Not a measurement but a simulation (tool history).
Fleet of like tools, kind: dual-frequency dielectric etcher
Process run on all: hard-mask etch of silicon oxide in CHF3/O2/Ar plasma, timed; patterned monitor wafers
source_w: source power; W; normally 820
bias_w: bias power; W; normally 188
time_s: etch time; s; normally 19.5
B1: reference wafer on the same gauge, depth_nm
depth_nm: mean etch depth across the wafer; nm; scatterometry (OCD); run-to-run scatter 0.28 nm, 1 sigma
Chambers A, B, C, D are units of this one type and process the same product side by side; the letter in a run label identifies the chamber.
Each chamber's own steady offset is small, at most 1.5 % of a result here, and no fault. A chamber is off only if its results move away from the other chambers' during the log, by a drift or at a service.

run 1D hour=9.1 | source_w=820 bias_w=188 time_s=19.5 | B1=38.342 | depth_nm=44.201
run 2C hour=16.8 | source_w=820 bias_w=188 time_s=19.5 | B1=38.344 | depth_nm=44.774
run 3A hour=24.0 | source_w=820 bias_w=188 time_s=19.5 | B1=38.307 | depth_nm=44.181
run 4B hour=29.3 | source_w=820 bias_w=188 time_s=19.5 | B1=38.312 | depth_nm=44.211
run 5D hour=36.4 | source_w=820 bias_w=188 time_s=19.5 | B1=38.279 | depth_nm=43.926
run 6B hour=42.1 | source_w=820 bias_w=188 time_s=19.5 | B1=38.304 | depth_nm=44.003
-- hour=46.2 chamber C: bias power generator calibrated
run 7A hour=50.8 | source_w=820 bias_w=188 time_s=19.5 | B1=38.356 | depth_nm=43.896
run 8C hour=56.2 | source_w=820 bias_w=166 time_s=16.0 | B1=38.226 | depth_nm=35.074
run 9C hour=61.7 | source_w=820 bias_w=166 time_s=16.0 | B1=38.282 | depth_nm=35.036
run 10A hour=66.2 | source_w=820 bias_w=166 time_s=16.0 | B1=38.299 | depth_nm=34.506
run 11D hour=72.1 | source_w=820 bias_w=166 time_s=16.0 | B1=38.268 | depth_nm=34.634
run 12B hour=81.6 | source_w=820 bias_w=188 time_s=19.5 | B1=38.323 | depth_nm=44.285
run 13C hour=89.7 | source_w=820 bias_w=188 time_s=19.5 | B1=38.275 | depth_nm=44.402
run 14B hour=96.4 | source_w=820 bias_w=188 time_s=19.5 | B1=38.324 | depth_nm=44.164
run 15A hour=102.6 | source_w=820 bias_w=188 time_s=19.5 | B1=38.349 | depth_nm=44.037
run 16D hour=112.2 | source_w=820 bias_w=188 time_s=19.5 | B1=38.367 | depth_nm=43.677
run 17B hour=118.4 | source_w=820 bias_w=188 time_s=19.5 | B1=38.268 | depth_nm=44.586
run 18C hour=127.7 | source_w=820 bias_w=188 time_s=19.5 | B1=38.208 | depth_nm=45.011
run 19A hour=136.0 | source_w=820 bias_w=188 time_s=19.5 | B1=38.312 | depth_nm=43.866
run 20D hour=140.2 | source_w=820 bias_w=188 time_s=19.5 | B1=38.260 | depth_nm=43.407
run 21C hour=146.4 | source_w=820 bias_w=188 time_s=19.5 | B1=38.339 | depth_nm=44.617
run 22D hour=153.3 | source_w=820 bias_w=188 time_s=19.5 | B1=38.304 | depth_nm=43.583
run 23B hour=160.4 | source_w=820 bias_w=188 time_s=19.5 | B1=38.305 | depth_nm=43.958
run 24A hour=168.4 | source_w=820 bias_w=188 time_s=19.5 | B1=38.305 | depth_nm=43.927
run 25C hour=174.6 | source_w=820 bias_w=208 time_s=16.5 | B1=38.281 | depth_nm=39.070
run 26B hour=183.2 | source_w=820 bias_w=208 time_s=16.5 | B1=38.259 | depth_nm=38.466
run 27D hour=189.3 | source_w=820 bias_w=208 time_s=16.5 | B1=38.254 | depth_nm=38.386
run 28A hour=197.8 | source_w=820 bias_w=208 time_s=16.5 | B1=38.285 | depth_nm=38.439
run 29D hour=207.1 | source_w=820 bias_w=188 time_s=19.5 | B1=38.288 | depth_nm=43.557
run 30A hour=211.3 | source_w=820 bias_w=188 time_s=19.5 | B1=38.320 | depth_nm=43.591
run 31C hour=216.3 | source_w=940 bias_w=188 time_s=14.5 | B1=38.260 | depth_nm=35.091
run 32B hour=223.7 | source_w=940 bias_w=188 time_s=14.5 | B1=38.294 | depth_nm=34.368
run 33D hour=229.9 | source_w=940 bias_w=188 time_s=14.5 | B1=38.294 | depth_nm=34.437
run 34A hour=236.9 | source_w=940 bias_w=188 time_s=14.5 | B1=38.227 | depth_nm=34.759
run 35B hour=245.3 | source_w=820 bias_w=188 time_s=19.5 | B1=38.339 | depth_nm=43.675

Read the log: is a single chamber off, either drifting away or since a service, is the gauge that measures every chamber drifting, or is nothing wrong beyond small per-chamber offsets? Name any odd chamber and what most likely caused it.

Beyond each chamber's small constant offset nothing stands out, and the gauge stays steady.

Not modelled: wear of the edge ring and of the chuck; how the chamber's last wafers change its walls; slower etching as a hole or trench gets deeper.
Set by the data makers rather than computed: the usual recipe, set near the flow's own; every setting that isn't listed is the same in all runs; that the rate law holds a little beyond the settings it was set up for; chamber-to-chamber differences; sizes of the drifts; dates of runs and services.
